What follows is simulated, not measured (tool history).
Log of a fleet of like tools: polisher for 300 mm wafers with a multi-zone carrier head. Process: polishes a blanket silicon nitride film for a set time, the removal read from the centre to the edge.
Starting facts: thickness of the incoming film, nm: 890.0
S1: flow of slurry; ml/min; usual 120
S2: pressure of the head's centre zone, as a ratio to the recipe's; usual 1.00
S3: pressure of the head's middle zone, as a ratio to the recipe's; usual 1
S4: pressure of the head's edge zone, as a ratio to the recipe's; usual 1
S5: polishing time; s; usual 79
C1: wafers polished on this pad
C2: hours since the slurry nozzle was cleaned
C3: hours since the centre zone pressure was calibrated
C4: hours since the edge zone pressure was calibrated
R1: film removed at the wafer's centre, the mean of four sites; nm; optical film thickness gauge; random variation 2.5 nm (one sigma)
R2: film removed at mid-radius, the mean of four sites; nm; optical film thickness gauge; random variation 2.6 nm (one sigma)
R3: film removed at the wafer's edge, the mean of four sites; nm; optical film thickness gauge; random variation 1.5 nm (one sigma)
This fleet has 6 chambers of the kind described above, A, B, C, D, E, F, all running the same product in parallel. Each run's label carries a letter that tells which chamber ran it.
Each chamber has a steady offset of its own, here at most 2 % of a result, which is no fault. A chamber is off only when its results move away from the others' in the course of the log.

At day 0.025: chamber F: worn pad replaced by a new one.
At day 0.054: chamber C: worn pad replaced by a new one.
Run 1E, day 0.412: usual settings; C1 1178; C2 54.3; C3 859.0; C4 198.9. Result: R1 176.46 nm, R2 182.12 nm, R3 180.68 nm.
Run 2A, day 0.742: usual settings; C1 639; C2 223.7; C3 354.7; C4 289.9. Result: R1 178.13 nm, R2 178.61 nm, R3 181.36 nm.
Run 3D, day 1.175: usual settings; C1 374; C2 259.2; C3 446.0; C4 28.5. Result: R1 174.06 nm, R2 179.88 nm, R3 176.91 nm.
At day 1.583: chamber A: centre zone pressure recalibrated.
Run 4B, day 1.600: usual settings; C1 1223; C2 324.6; C3 601.3; C4 139.9. Result: R1 178.97 nm, R2 175.17 nm, R3 178.40 nm.
At day 1.871: chamber E: worn pad replaced by a new one.
Run 5C, day 1.900: usual settings; C1 339; C2 119.5; C3 815.2; C4 1413.5. Result: R1 179.96 nm, R2 180.84 nm, R3 181.32 nm.
At day 2.129: chamber B: worn pad replaced by a new one.
Run 6F, day 2.212: usual settings; C1 402; C2 102.0; C3 310.7; C4 107.9. Result: R1 182.07 nm, R2 177.15 nm, R3 176.07 nm.
At day 2.321: chamber D: worn pad replaced by a new one.
Run 7D, day 2.675: usual settings; C1 65; C2 295.2; C3 482.0; C4 64.5. Result: R1 180.59 nm, R2 180.56 nm, R3 178.37 nm.
Run 8A, day 2.892: usual settings; C1 1034; C2 275.3; C3 31.4; C4 341.5. Result: R1 178.85 nm, R2 177.42 nm, R3 182.75 nm.
Run 9B, day 3.133: usual settings; C1 184; C2 361.4; C3 638.1; C4 176.7. Result: R1 180.74 nm, R2 181.85 nm, R3 179.47 nm.
Run 10C, day 3.533: usual settings; C1 639; C2 158.7; C3 854.4; C4 1452.7. Result: R1 182.17 nm, R2 182.10 nm, R3 178.53 nm.
At day 3.558: chamber D: slurry nozzle cleaned.
Run 11E, day 3.792: usual settings; C1 353; C2 135.4; C3 940.1; C4 280.0. Result: R1 179.13 nm, R2 178.77 nm, R3 177.88 nm.
Run 12F, day 4.092: usual settings; C1 747; C2 147.1; C3 355.8; C4 153.0. Result: R1 181.17 nm, R2 179.67 nm, R3 174.50 nm.
Run 13C, day 4.396: usual settings; C1 797; C2 179.4; C3 875.1; C4 1473.4. Result: R1 179.53 nm, R2 178.15 nm, R3 178.93 nm.
At day 4.512: chamber A: worn pad replaced by a new one.
Run 14A, day 4.696: usual settings; C1 34; C2 318.6; C3 74.7; C4 384.8. Result: R1 177.85 nm, R2 179.29 nm, R3 179.24 nm.
Run 15F, day 5.008: usual settings; C1 915; C2 169.1; C3 377.8; C4 175.0. Result: R1 182.80 nm, R2 175.16 nm, R3 175.73 nm.
At day 5.296: chamber C: slurry nozzle cleaned.
At day 5.367: chamber D: worn pad replaced by a new one.
Run 16D, day 5.471: usual settings; C1 19; C2 45.9; C3 549.1; C4 131.6. Result: R1 174.13 nm, R2 183.55 nm, R3 180.62 nm.
At day 5.633: chamber C: edge zone pressure recalibrated.
Run 17E, day 5.775: usual settings; C1 717; C2 183.0; C3 987.7; C4 327.6. Result: R1 177.21 nm, R2 179.67 nm, R3 178.02 nm.
At day 5.871: chamber F: worn pad replaced by a new one.
Run 18B, day 6.071: usual settings; C1 724; C2 431.9; C3 708.6; C4 247.2. Result: R1 180.64 nm, R2 170.89 nm, R3 180.19 nm.
Run 19C, day 6.479: usual settings; C1 1180; C2 28.4; C3 925.1; C4 20.4. Result: R1 179.85 nm, R2 185.61 nm, R3 179.55 nm.
At day 6.592: chamber C: worn pad replaced by a new one.
Run 20D, day 6.692: usual settings; C1 243; C2 75.2; C3 578.4; C4 160.9. Result: R1 172.07 nm, R2 176.66 nm, R3 175.89 nm.
Run 21B, day 7.000: usual settings but S1 135 ml/min, S5 100 s; C1 894; C2 454.2; C3 730.9; C4 269.5. Result: R1 234.14 nm, R2 234.01 nm, R3 232.96 nm.
At day 7.262: chamber A: edge zone pressure recalibrated.
At day 7.325: chamber B: slurry nozzle cleaned.
Run 22F, day 7.462: usual settings but S1 135 ml/min, S5 100 s; C1 292; C2 228.0; C3 436.7; C4 233.9. Result: R1 232.53 nm, R2 234.94 nm, R3 230.14 nm.
Run 23A, day 7.908: usual settings but S1 135 ml/min, S5 100 s; C1 624; C2 395.7; C3 151.8; C4 15.5. Result: R1 224.78 nm, R2 223.63 nm, R3 228.71 nm.
At day 7.925: chamber E: worn pad replaced by a new one.
Run 24E, day 8.279: usual settings but S1 135 ml/min, S5 100 s; C1 65; C2 243.1; C3 1047.8; C4 387.7. Result: R1 237.75 nm, R2 236.91 nm, R3 229.56 nm.
At day 8.342: chamber D: worn pad replaced by a new one.
Run 25D, day 8.554: usual settings but S1 135 ml/min, S5 100 s; C1 39; C2 119.9; C3 623.1; C4 205.6. Result: R1 227.81 nm, R2 232.72 nm, R3 229.49 nm.
Run 26B, day 8.967: usual settings but S1 135 ml/min, S5 100 s; C1 1255; C2 39.4; C3 778.1; C4 316.7. Result: R1 238.76 nm, R2 229.40 nm, R3 236.17 nm.
At day 9.121: chamber F: slurry nozzle cleaned.
Run 27F, day 9.242: usual settings but S2 0.91, S5 64 s; C1 619; C2 3.0; C3 479.4; C4 276.6. Result: R1 131.20 nm, R2 142.08 nm, R3 146.43 nm.
Run 28C, day 9.575: usual settings but S2 0.91, S5 64 s; C1 547; C2 102.7; C3 999.4; C4 94.7. Result: R1 128.39 nm, R2 145.04 nm, R3 144.14 nm.
At day 9.896: chamber B: worn pad replaced by a new one.
At day 9.967: chamber F: centre zone pressure recalibrated.
At day 10.033: chamber E: centre zone pressure recalibrated.
Run 29A, day 10.050: usual settings but S2 0.91, S5 64 s; C1 1017; C2 447.1; C3 203.2; C4 66.9. Result: R1 121.77 nm, R2 138.86 nm, R3 141.41 nm.
At day 10.350: chamber F: edge zone pressure recalibrated.
Run 30E, day 10.350: usual settings but S2 0.91, S5 64 s; C1 445; C2 292.8; C3 7.6; C4 437.4. Result: R1 129.70 nm, R2 144.72 nm, R3 144.89 nm.
Run 31C, day 10.800: usual settings but S2 0.91, S5 64 s; C1 772; C2 132.1; C3 1028.8; C4 124.1. Result: R1 128.26 nm, R2 148.31 nm, R3 144.91 nm.
Run 32D, day 11.217: usual settings but S2 0.91, S5 64 s; C1 528; C2 183.8; C3 687.0; C4 269.5. Result: R1 127.76 nm, R2 144.76 nm, R3 144.71 nm.
Run 33E, day 11.688: usual settings; C1 691; C2 324.9; C3 39.7; C4 469.5. Result: R1 185.63 nm, R2 179.96 nm, R3 177.77 nm.
At day 11.796: chamber F: worn pad replaced by a new one.
Run 34F, day 12.112: usual settings; C1 58; C2 71.9; C3 51.6; C4 42.3. Result: R1 175.31 nm, R2 180.51 nm, R3 177.61 nm.
At day 12.346: chamber A: worn pad replaced by a new one.
At day 12.392: chamber C: worn pad replaced by a new one.
Run 35A, day 12.496: usual settings; C1 27; C2 505.8; C3 261.9; C4 125.6. Result: R1 166.39 nm, R2 163.29 nm, R3 170.72 nm.
Run 36B, day 12.967: usual settings; C1 564; C2 135.4; C3 874.1; C4 412.7. Result: R1 181.36 nm, R2 179.21 nm, R3 178.01 nm.
Run 37E, day 13.408: usual settings but S2 0.96, S5 100 s; C1 1007; C2 366.2; C3 81.0; C4 510.8. Result: R1 217.85 nm, R2 227.72 nm, R3 225.17 nm.
At day 13.783: chamber C: slurry nozzle cleaned.
Run 38C, day 13.838: usual settings but S2 0.96, S5 100 s; C1 265; C2 1.4; C3 1101.7; C4 197.0. Result: R1 216.40 nm, R2 224.29 nm, R3 231.76 nm.
Run 39F, day 14.179: usual settings but S2 0.96, S5 100 s; C1 437; C2 121.5; C3 101.2; C4 91.9. Result: R1 218.71 nm, R2 226.92 nm, R3 225.50 nm.

Does one chamber stand apart from the rest, does the shared gauge drift, or is all well apart from small per-chamber offsets? Give the chamber and the most likely cause, where there is one.

Little by little, chamber A moves away from the other chambers.
What lies behind it: slurry flow missing at the pad, % = 27.4.

Below are 4 candidate recipes for chamber A's next run, each the usual settings with a change, their results shown as question marks. Which of them brings A's results back in line with what the other chambers give on the usual settings?
In line means no further than this from the other chambers' mean on the usual settings: R1 8.60 nm; R2 9.00 nm; R3 5.20 nm
Run 40A-1, day 14.525: usual settings but S1 115 ml/min, S2 0.97, S3 0.98, S4 1.02, S5 75 s. Result: R1 ?, R2 ?, R3 ?.
Run 40A-2, day 14.525: usual settings but S1 135 ml/min, S2 1.05, S3 1.04, S4 0.96, S5 86 s. Result: R1 ?, R2 ?, R3 ?.
Run 40A-3, day 14.525: usual settings but S1 125 ml/min, S2 1.03, S3 1.02, S4 0.98, S5 83 s. Result: R1 ?, R2 ?, R3 ?.
Run 40A-4, day 14.525: usual settings but S1 105 ml/min, S2 0.95, S3 0.96, S4 1.04, S5 72 s. Result: R1 ?, R2 ?, R3 ?.

Mean of the other chambers on the usual settings: R1 179.05 nm; R2 179.16 nm; R3 179.39 nm
  run      R1      R2      R3
40A-1  144.59  150.84  161.14
40A-2  191.30  191.89  184.79
40A-3  176.13  177.82  177.58
40A-4  130.79  137.70  153.21
The right change is 40A-3: it brings the chamber back within the allowed miss of the others.
